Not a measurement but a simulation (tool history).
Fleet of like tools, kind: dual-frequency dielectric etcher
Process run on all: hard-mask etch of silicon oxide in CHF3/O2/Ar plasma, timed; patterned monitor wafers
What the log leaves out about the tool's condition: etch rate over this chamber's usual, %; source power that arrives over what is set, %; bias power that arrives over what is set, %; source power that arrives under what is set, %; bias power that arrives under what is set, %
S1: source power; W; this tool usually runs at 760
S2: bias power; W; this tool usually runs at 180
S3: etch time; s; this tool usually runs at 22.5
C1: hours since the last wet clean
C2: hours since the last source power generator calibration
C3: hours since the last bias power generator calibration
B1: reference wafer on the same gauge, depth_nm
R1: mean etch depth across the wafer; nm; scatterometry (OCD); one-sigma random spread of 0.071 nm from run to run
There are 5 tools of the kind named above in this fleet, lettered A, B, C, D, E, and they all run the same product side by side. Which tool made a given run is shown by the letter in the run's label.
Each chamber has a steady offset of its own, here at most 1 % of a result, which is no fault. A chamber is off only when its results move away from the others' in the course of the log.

| run | hour | S1 | S2 | S3 | C1 | C2 | C3 | B1 | R1 |
|---|---|---|---|---|---|---|---|---|---|
| 1D | 11.7 | 760 | 180 | 22.5 | 26.7 | 3422.6 | 1053.8 | 49.810 | 49.098 |
| 2E | 21.8 | 760 | 180 | 22.5 | 475.4 | 1216.6 | 406.5 | 49.831 | 48.909 |
| 3B | 29.9 | 760 | 180 | 22.5 | 52.2 | 3991.2 | 2864.6 | 49.840 | 48.248 |
| 4A | 36.1 | 760 | 180 | 22.5 | 321.9 | 1833.8 | 2348.6 | 49.831 | 48.993 |
| 5C | 44.2 | 760 | 180 | 22.5 | 152.1 | 899.6 | 896.4 | 49.844 | 48.548 |
| 6B | 52.8 | 760 | 180 | 22.5 | 75.1 | 4014.1 | 2887.5 | 49.866 | 48.299 |
| 7C | 59.5 | 760 | 180 | 22.5 | 167.4 | 914.9 | 911.7 | 49.866 | 48.696 |
| 8D | 70.4 | 940 | 180 | 18.5 | 85.4 | 3481.3 | 1112.5 | 49.885 | 43.901 |
| 9E | 75.8 | 940 | 180 | 18.5 | 529.4 | 1270.6 | 460.5 | 49.882 | 43.561 |
|  | 86.0 | chamber A: wet clean of the chamber |
| 10A | 87.0 | 940 | 180 | 18.5 | 1.1 | 1884.7 | 2399.5 | 49.884 | 43.600 |
| 11D | 97.3 | 940 | 180 | 18.5 | 112.3 | 3508.2 | 1139.4 | 49.903 | 43.908 |
| 12E | 102.6 | 940 | 180 | 18.5 | 556.2 | 1297.4 | 487.3 | 49.916 | 43.573 |
| 13B | 112.1 | 760 | 180 | 22.5 | 134.4 | 4073.4 | 2946.8 | 49.922 | 48.436 |
| 14C | 121.3 | 760 | 180 | 22.5 | 229.2 | 976.7 | 973.5 | 49.938 | 48.625 |
| 15A | 129.5 | 760 | 148 | 28.0 | 43.6 | 1927.2 | 2442.0 | 49.946 | 57.115 |
| 16C | 136.0 | 760 | 148 | 28.0 | 243.9 | 991.4 | 988.2 | 49.961 | 56.825 |
| 17A | 144.9 | 760 | 148 | 28.0 | 59.0 | 1942.6 | 2457.4 | 49.946 | 57.199 |
| 18D | 151.0 | 760 | 148 | 28.0 | 166.0 | 3561.9 | 1193.1 | 49.951 | 57.542 |
| 19B | 160.0 | 760 | 148 | 28.0 | 182.3 | 4121.3 | 2994.7 | 49.968 | 56.496 |
|  | 160.7 | chamber E: wet clean of the chamber |
| 20E | 167.3 | 760 | 180 | 22.5 | 6.6 | 1362.1 | 552.0 | 49.997 | 49.037 |
| 21C | 173.7 | 760 | 180 | 22.5 | 281.6 | 1029.1 | 1025.9 | 49.991 | 48.621 |
| 22D | 180.9 | 760 | 180 | 22.5 | 195.9 | 3591.8 | 1223.0 | 50.013 | 49.306 |
|  | 182.0 | chamber B: bias power generator calibrated |
| 23B | 189.1 | 760 | 180 | 22.5 | 211.4 | 4150.4 | 7.2 | 50.016 | 48.515 |
| 24E | 195.6 | 760 | 180 | 22.5 | 34.9 | 1390.4 | 580.3 | 50.010 | 49.095 |
| 25A | 205.8 | 760 | 180 | 22.5 | 119.9 | 2003.5 | 2518.3 | 50.026 | 48.890 |
| 26E | 217.2 | 760 | 180 | 22.5 | 56.5 | 1412.0 | 601.9 | 50.037 | 49.180 |
| 27C | 223.9 | 760 | 180 | 22.5 | 331.8 | 1079.3 | 1076.1 | 50.061 | 48.594 |
| 28B | 232.4 | 760 | 180 | 22.5 | 254.7 | 4193.7 | 50.5 | 50.035 | 48.468 |
| 29D | 243.6 | 760 | 180 | 22.5 | 258.6 | 3654.5 | 1285.7 | 50.090 | 49.482 |
| 30A | 251.4 | 760 | 180 | 22.5 | 165.5 | 2049.1 | 2563.9 | 50.085 | 49.111 |
| 31A | 260.9 | 760 | 180 | 22.5 | 175.0 | 2058.6 | 2573.4 | 50.097 | 49.154 |

Has any chamber moved away from the others, gradually or after a service, or does the common gauge drift, or do the chambers differ only by their own small steady offsets? State the chamber and the most likely cause if one applies.

The shared gauge is drifting. All chambers look as if they move in step, but none is off.
Cause: gauge reads high (%) = 0.601.
